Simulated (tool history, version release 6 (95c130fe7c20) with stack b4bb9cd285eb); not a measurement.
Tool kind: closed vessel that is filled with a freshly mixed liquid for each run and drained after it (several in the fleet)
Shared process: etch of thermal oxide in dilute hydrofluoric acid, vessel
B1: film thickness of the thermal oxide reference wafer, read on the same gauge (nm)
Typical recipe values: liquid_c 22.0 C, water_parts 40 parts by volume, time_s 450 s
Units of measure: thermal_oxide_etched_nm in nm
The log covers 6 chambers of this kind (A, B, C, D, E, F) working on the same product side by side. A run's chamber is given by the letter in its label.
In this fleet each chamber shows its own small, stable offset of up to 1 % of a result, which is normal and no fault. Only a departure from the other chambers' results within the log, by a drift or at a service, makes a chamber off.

{"run": "1F", "day": 0.212, "liquid_c": 22.0, "water_parts": 40, "time_s": 450, "B1": 129.99, "thermal_oxide_etched_nm": 53.162}
{"run": "2A", "day": 0.45, "liquid_c": 22.0, "water_parts": 40, "time_s": 450, "B1": 130.02, "thermal_oxide_etched_nm": 52.957}
{"run": "3C", "day": 0.617, "liquid_c": 22.0, "water_parts": 40, "time_s": 450, "B1": 129.99, "thermal_oxide_etched_nm": 52.09}
{"run": "4D", "day": 0.775, "liquid_c": 22.0, "water_parts": 40, "time_s": 450, "B1": 129.98, "thermal_oxide_etched_nm": 53.092}
{"run": "5B", "day": 1.033, "liquid_c": 22.0, "water_parts": 40, "time_s": 450, "B1": 129.96, "thermal_oxide_etched_nm": 53.487}
{"run": "6E", "day": 1.183, "liquid_c": 22.0, "water_parts": 40, "time_s": 450, "B1": 129.99, "thermal_oxide_etched_nm": 53.038}
{"run": "7F", "day": 1.392, "liquid_c": 22.0, "water_parts": 40, "time_s": 450, "B1": 129.98, "thermal_oxide_etched_nm": 52.719}
{"run": "8E", "day": 1.683, "liquid_c": 22.0, "water_parts": 40, "time_s": 450, "B1": 130.01, "thermal_oxide_etched_nm": 53.128}
{"run": "9B", "day": 1.871, "liquid_c": 22.0, "water_parts": 40, "time_s": 450, "B1": 129.99, "thermal_oxide_etched_nm": 53.572}
{"run": "10D", "day": 2.025, "liquid_c": 22.0, "water_parts": 40, "time_s": 450, "B1": 129.99, "thermal_oxide_etched_nm": 53.154}
{"run": "11C", "day": 2.25, "liquid_c": 22.0, "water_parts": 40, "time_s": 695, "B1": 129.98, "thermal_oxide_etched_nm": 80.028}
{"run": "12A", "day": 2.492, "liquid_c": 22.0, "water_parts": 40, "time_s": 695, "B1": 130.02, "thermal_oxide_etched_nm": 81.627}
{"run": "13C", "day": 2.742, "liquid_c": 22.0, "water_parts": 40, "time_s": 695, "B1": 129.95, "thermal_oxide_etched_nm": 80.251}
{"run": "14E", "day": 2.967, "liquid_c": 22.0, "water_parts": 40, "time_s": 695, "B1": 129.97, "thermal_oxide_etched_nm": 81.808}
{"run": "15A", "day": 3.183, "liquid_c": 22.0, "water_parts": 40, "time_s": 695, "B1": 130.02, "thermal_oxide_etched_nm": 81.625}
{"run": "16B", "day": 3.429, "liquid_c": 22.0, "water_parts": 40, "time_s": 695, "B1": 130.04, "thermal_oxide_etched_nm": 82.051}
{"run": "17F", "day": 3.671, "liquid_c": 22.0, "water_parts": 40, "time_s": 450, "B1": 129.98, "thermal_oxide_etched_nm": 52.961}
{"day": 3.858, "done": "chamber F: hydrofluoric acid flow meter replaced"}
{"run": "18D", "day": 3.896, "liquid_c": 22.0, "water_parts": 40, "time_s": 450, "B1": 130.02, "thermal_oxide_etched_nm": 53.122}
{"run": "19C", "day": 4.092, "liquid_c": 22.0, "water_parts": 40, "time_s": 450, "B1": 130.02, "thermal_oxide_etched_nm": 52.445}
{"run": "20D", "day": 4.238, "liquid_c": 22.0, "water_parts": 40, "time_s": 450, "B1": 129.97, "thermal_oxide_etched_nm": 52.799}
{"run": "21F", "day": 4.421, "liquid_c": 22.0, "water_parts": 40, "time_s": 450, "B1": 130.02, "thermal_oxide_etched_nm": 52.853}
{"run": "22B", "day": 4.692, "liquid_c": 22.0, "water_parts": 40, "time_s": 450, "B1": 129.99, "thermal_oxide_etched_nm": 53.884}
{"run": "23A", "day": 4.975, "liquid_c": 22.0, "water_parts": 40, "time_s": 450, "B1": 130.0, "thermal_oxide_etched_nm": 52.879}
{"run": "24E", "day": 5.146, "liquid_c": 22.0, "water_parts": 40, "time_s": 450, "B1": 130.04, "thermal_oxide_etched_nm": 52.993}
{"run": "25D", "day": 5.379, "liquid_c": 22.0, "water_parts": 40, "time_s": 450, "B1": 129.99, "thermal_oxide_etched_nm": 53.246}
{"run": "26B", "day": 5.517, "liquid_c": 22.0, "water_parts": 40, "time_s": 450, "B1": 130.02, "thermal_oxide_etched_nm": 54.441}
{"run": "27E", "day": 5.7, "liquid_c": 23.5, "water_parts": 40, "time_s": 450, "B1": 130.01, "thermal_oxide_etched_nm": 56.574}
{"run": "28C", "day": 5.871, "liquid_c": 23.5, "water_parts": 40, "time_s": 450, "B1": 130.0, "thermal_oxide_etched_nm": 55.275}
{"run": "29A", "day": 6.088, "liquid_c": 23.5, "water_parts": 40, "time_s": 450, "B1": 130.05, "thermal_oxide_etched_nm": 56.412}
{"run": "30F", "day": 6.358, "liquid_c": 23.5, "water_parts": 40, "time_s": 450, "B1": 130.0, "thermal_oxide_etched_nm": 56.897}
{"run": "31B", "day": 6.488, "liquid_c": 23.5, "water_parts": 40, "time_s": 450, "B1": 129.99, "thermal_oxide_etched_nm": 58.38}
{"run": "32F", "day": 6.717, "liquid_c": 23.5, "water_parts": 40, "time_s": 450, "B1": 130.01, "thermal_oxide_etched_nm": 56.703}
{"run": "33A", "day": 6.858, "liquid_c": 22.0, "water_parts": 40, "time_s": 450, "B1": 129.97, "thermal_oxide_etched_nm": 53.134}
{"run": "34E", "day": 6.988, "liquid_c": 26.0, "water_parts": 40, "time_s": 535, "B1": 129.97, "thermal_oxide_etched_nm": 75.21}
{"run": "35C", "day": 7.183, "liquid_c": 26.0, "water_parts": 40, "time_s": 535, "B1": 130.0, "thermal_oxide_etched_nm": 72.635}
{"run": "36D", "day": 7.412, "liquid_c": 26.0, "water_parts": 40, "time_s": 535, "B1": 130.02, "thermal_oxide_etched_nm": 74.082}
{"run": "37F", "day": 7.588, "liquid_c": 26.0, "water_parts": 40, "time_s": 535, "B1": 129.99, "thermal_oxide_etched_nm": 74.271}
{"run": "38A", "day": 7.792, "liquid_c": 26.0, "water_parts": 40, "time_s": 535, "B1": 130.0, "thermal_oxide_etched_nm": 73.846}
{"run": "39C", "day": 8.025, "liquid_c": 26.0, "water_parts": 40, "time_s": 535, "B1": 130.01, "thermal_oxide_etched_nm": 73.758}

For the next run the whole fleet of 6 chambers uses the same settings. Give each chamber's results:
{"run": "40A", "day": 8.233, "liquid_c": 22.0, "water_parts": 40, "time_s": 450, "thermal_oxide_etched_nm": "?"}
{"run": "40B", "day": 8.233, "liquid_c": 22.0, "water_parts": 40, "time_s": 450, "thermal_oxide_etched_nm": "?"}
{"run": "40C", "day": 8.233, "liquid_c": 22.0, "water_parts": 40, "time_s": 450, "thermal_oxide_etched_nm": "?"}
{"run": "40D", "day": 8.233, "liquid_c": 22.0, "water_parts": 40, "time_s": 450, "thermal_oxide_etched_nm": "?"}
{"run": "40E", "day": 8.233, "liquid_c": 22.0, "water_parts": 40, "time_s": 450, "thermal_oxide_etched_nm": "?"}
{"run": "40F", "day": 8.233, "liquid_c": 22.0, "water_parts": 40, "time_s": 450, "thermal_oxide_etched_nm": "?"}

run=40A thermal_oxide_etched_nm=53.053
run=40B thermal_oxide_etched_nm=54.884
run=40C thermal_oxide_etched_nm=52.374
run=40D thermal_oxide_etched_nm=52.668
run=40E thermal_oxide_etched_nm=53.082
run=40F thermal_oxide_etched_nm=53.547
